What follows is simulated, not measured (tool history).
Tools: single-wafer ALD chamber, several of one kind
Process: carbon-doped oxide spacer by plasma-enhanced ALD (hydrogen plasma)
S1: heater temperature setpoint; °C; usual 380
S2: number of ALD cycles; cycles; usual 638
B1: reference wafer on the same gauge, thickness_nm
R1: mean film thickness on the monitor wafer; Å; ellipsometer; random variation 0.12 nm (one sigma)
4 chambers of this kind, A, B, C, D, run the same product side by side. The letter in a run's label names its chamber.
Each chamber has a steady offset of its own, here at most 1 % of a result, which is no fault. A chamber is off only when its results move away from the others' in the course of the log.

{"run": "1D", "day": 0.233, "S1": 380, "S2": 638, "B1": 26.316, "R1": 317.46}
{"run": "2A", "day": 0.5, "S1": 380, "S2": 638, "B1": 26.312, "R1": 317.2}
{"run": "3C", "day": 0.825, "S1": 380, "S2": 638, "B1": 26.305, "R1": 315.02}
{"run": "4B", "day": 1.062, "S1": 380, "S2": 638, "B1": 26.292, "R1": 319.8}
{"run": "5A", "day": 1.421, "S1": 380, "S2": 638, "B1": 26.309, "R1": 318.74}
{"run": "6D", "day": 1.758, "S1": 380, "S2": 638, "B1": 26.311, "R1": 319.68}
{"run": "7B", "day": 2.021, "S1": 389, "S2": 566, "B1": 26.296, "R1": 285.42}
{"run": "8C", "day": 2.383, "S1": 389, "S2": 566, "B1": 26.272, "R1": 281.52}
{"run": "9A", "day": 2.65, "S1": 389, "S2": 566, "B1": 26.298, "R1": 281.86}
{"run": "10D", "day": 2.892, "S1": 389, "S2": 566, "B1": 26.333, "R1": 284.26}
{"run": "11B", "day": 3.242, "S1": 380, "S2": 638, "B1": 26.274, "R1": 320.16}
{"run": "12C", "day": 3.417, "S1": 388, "S2": 599, "B1": 26.3, "R1": 297.96}
{"run": "13A", "day": 3.679, "S1": 388, "S2": 599, "B1": 26.314, "R1": 299.14}
{"run": "14C", "day": 3.871, "S1": 388, "S2": 599, "B1": 26.297, "R1": 298.47}
{"run": "15B", "day": 4.117, "S1": 388, "S2": 599, "B1": 26.32, "R1": 299.09}
{"run": "16D", "day": 4.492, "S1": 380, "S2": 638, "B1": 26.29, "R1": 320.42}
{"run": "17D", "day": 4.862, "S1": 380, "S2": 638, "B1": 26.298, "R1": 320.53}
{"run": "18C", "day": 5.25, "S1": 380, "S2": 638, "B1": 26.315, "R1": 317.96}
{"run": "19B", "day": 5.55, "S1": 380, "S2": 638, "B1": 26.316, "R1": 321.01}
{"run": "20A", "day": 5.75, "S1": 380, "S2": 638, "B1": 26.281, "R1": 317.37}
{"run": "21A", "day": 6.046, "S1": 380, "S2": 638, "B1": 26.287, "R1": 319.99}
{"day": 6.117, "done": "chamber A: thermocouple changed; heater temperature recalibrated"}
{"run": "22B", "day": 6.438, "S1": 393, "S2": 567, "B1": 26.304, "R1": 283.86}
{"run": "23D", "day": 6.767, "S1": 393, "S2": 567, "B1": 26.263, "R1": 284.4}
{"run": "24C", "day": 7.15, "S1": 393, "S2": 567, "B1": 26.309, "R1": 280.34}
{"run": "25C", "day": 7.458, "S1": 393, "S2": 567, "B1": 26.323, "R1": 280.59}
{"run": "26B", "day": 7.708, "S1": 380, "S2": 638, "B1": 26.288, "R1": 318.36}
{"run": "27A", "day": 8.071, "S1": 367, "S2": 638, "B1": 26.313, "R1": 319.03}
{"run": "28D", "day": 8.379, "S1": 367, "S2": 638, "B1": 26.295, "R1": 318.03}

What goes on in this fleet: one chamber off, a drifting gauge, or nothing beyond the chambers' own small offsets? Name the chamber and the cause, if any.

No chamber stands off beyond its own small offset, and the gauge holds steady.

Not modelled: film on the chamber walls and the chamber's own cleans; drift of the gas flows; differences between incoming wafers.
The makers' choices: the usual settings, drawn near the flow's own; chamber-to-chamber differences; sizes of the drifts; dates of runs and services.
